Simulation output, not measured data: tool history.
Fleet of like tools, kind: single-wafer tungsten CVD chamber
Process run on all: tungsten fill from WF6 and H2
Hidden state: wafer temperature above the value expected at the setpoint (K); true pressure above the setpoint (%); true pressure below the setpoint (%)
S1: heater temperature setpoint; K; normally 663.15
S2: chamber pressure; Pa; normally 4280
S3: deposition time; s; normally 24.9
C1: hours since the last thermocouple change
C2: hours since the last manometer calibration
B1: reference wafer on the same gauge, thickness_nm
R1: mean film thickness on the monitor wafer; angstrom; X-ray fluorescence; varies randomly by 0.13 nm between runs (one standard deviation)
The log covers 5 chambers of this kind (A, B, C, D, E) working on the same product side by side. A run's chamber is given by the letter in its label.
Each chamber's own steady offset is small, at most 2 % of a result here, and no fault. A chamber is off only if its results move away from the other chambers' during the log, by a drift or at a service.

run   hour      S1    S2    S3      C1      C2      B1      R1
       4.8  -- chamber C: thermocouple changed; heater temperature recalibrated
 1C    9.7  663.15  4280  24.9       5  1870.3  70.808  613.51
 2B   17.4  663.15  4280  24.9   304.9  2024.2    70.8  605.61
 3E   24.5  663.15  4280  24.9  1404.7   866.8   70.84  616.31
 4A   31.6  663.15  4280  24.9   667.4   274.4  70.836  618.65
 5D   39.7  663.15  4280  24.9   687.1   383.4  70.788  618.34
 6A   44.9  668.15  3626  24.9   680.7   287.7  70.737  626.12
 7C   55.4  668.15  3626  24.9    50.7    1916  70.811  625.91
 8E   65.4  668.15  3626  24.9  1445.6   907.7  70.775  627.03
 9B   74.7  668.15  3626  24.9   362.2  2081.5  70.783  617.16
10D   81.9  668.15  3626  24.9   729.3   425.6  70.834  627.51
11B   91.7  663.15  4280  24.9   379.2  2098.5  70.781  609.82
12C  101.1  663.15  4693  24.9    96.4  1961.7  70.782  640.37
13A  112.2  663.15  4693  24.9     748     355  70.815  648.52
14D  122.5  663.15  4693  24.9   769.9   466.2  70.799  645.15
15E  132.2  663.15  4693  24.9  1512.4   974.5  70.795  636.88
16D  137.7  663.15  4693  24.9   785.1   481.4  70.805  642.93
     142.4  -- chamber B: capacitance manometer re-zeroed and calibrated
17C  146.1  663.15  4280  24.9   141.4  2006.7  70.807  615.03
18E  151.5  663.15  4280  24.9  1531.7   993.8  70.792  609.23
19B  158.2  663.15  4280  24.9   445.7    15.9  70.783  608.78
20A  165.8  663.15  4280  24.9   801.6   408.6    70.8  615.64
21D  174.9  663.15  4280  24.9   822.3   518.6  70.812  616.18
22C  182.2  649.15  4280  24.9   177.5  2042.8  70.814  467.74
23E  189.2  649.15  4280  24.9  1569.4  1031.5  70.781  457.89
24A  195.9  649.15  4280  24.9   831.7   438.7  70.754  469.56
25B  206.4  649.15  4280  24.9   493.9    64.1  70.802  459.58
26C  217.8  649.15  4280  24.9   213.1  2078.4  70.793  466.56
27E  224.3  663.15  4280  24.9  1604.5  1066.6  70.774  605.73
28B  235.5  663.15  4280  24.9     523    93.2  70.784  609.16
29A  245.2  663.15  4280  24.9     881     488  70.835  617.52
30D  252.6  663.15  4280  24.9     900   596.3  70.812  617.58

Predict what each chamber gives when all 5 of them run the settings below next.
31A  261.2  663.15  4280  24.9               ?
31B  261.2  663.15  4280  24.9               ?
31C  261.2  663.15  4280  24.9               ?
31D  261.2  663.15  4280  24.9               ?
31E  261.2  663.15  4280  24.9               ?

run      R1
31A  617.02
31B  610.02
31C  617.29
31D  615.66
31E  601.35
